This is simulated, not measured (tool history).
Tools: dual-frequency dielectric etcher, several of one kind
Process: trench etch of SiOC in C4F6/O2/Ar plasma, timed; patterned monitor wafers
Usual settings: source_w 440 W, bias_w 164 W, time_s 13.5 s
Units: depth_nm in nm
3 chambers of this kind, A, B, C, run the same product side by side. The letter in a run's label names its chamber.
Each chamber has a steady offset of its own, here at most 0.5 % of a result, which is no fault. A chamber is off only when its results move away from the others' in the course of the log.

run,hour,source_w,bias_w,time_s,"read-back reference wafer on the same gauge, depth_nm",depth_nm
1B,16.4,440,164,13.5,32.093,28.078
2A,32.5,440,164,13.5,32.095,27.987
3C,47.4,440,164,13.5,32.088,28.277
4A,57.5,440,164,13.5,32.118,28.112
5C,70.2,440,164,13.5,32.110,28.262
6B,85.9,440,164,13.5,32.077,28.467
7C,97.2,440,124,13.5,32.088,26.080
8B,112.2,440,124,13.5,32.102,26.044
9A,125.5,440,124,13.5,32.069,25.921
# hour 136.8: chamber C: wet clean of the chamber
10B,141.9,440,164,13.5,32.130,28.403
# hour 147.7: chamber A: wet clean of the chamber
11A,150.3,440,164,13.5,32.091,28.217
12C,161.9,440,164,13.5,32.136,28.364
# hour 165.5: chamber C: bias power generator calibrated
13C,171.6,440,164,13.5,32.114,28.187
14A,187.9,440,164,13.5,32.061,27.923
15B,201.1,440,164,13.5,32.103,28.400
16B,211.9,440,164,13.5,32.065,28.460
17A,220.5,440,164,13.5,32.070,28.229
18C,230.4,440,164,13.5,32.103,28.154
19A,239.2,440,164,13.5,32.060,28.221
20C,253.2,440,164,13.5,32.081,28.286
21B,261.5,440,164,13.5,32.106,28.211
22C,269.4,440,164,13.5,32.091,28.422
23A,276.6,440,164,13.5,32.125,28.104
24B,287.1,440,164,13.5,32.105,28.595
25A,297.3,440,164,13.5,32.136,28.414
26C,310.7,440,164,13.5,32.075,28.246
27B,319.0,440,164,13.5,32.086,28.127
28A,329.0,440,164,13.5,32.138,28.124
29B,341.3,440,164,13.5,32.146,28.380
30C,357.4,520,164,15.5,32.146,34.638
31C,367.4,520,164,15.5,32.090,34.978
# hour 375.7: chamber B: wet clean of the chamber
32B,377.9,520,164,15.5,32.112,34.526
33A,392.0,440,164,13.5,32.051,28.147
34C,400.2,440,164,16.0,32.090,33.301
35B,413.7,440,164,16.0,32.121,33.735
36A,428.2,440,164,16.0,32.100,33.246
37C,442.4,350,164,10.5,32.087,20.001
38B,456.6,350,164,10.5,32.098,20.217

Next, every chamber runs the same settings. What will each give?
39A,468.4,440,164,13.5,,?
39B,468.4,440,164,13.5,,?
39C,468.4,440,164,13.5,,?

run,depth_nm
39A,28.211
39B,28.155
39C,28.110
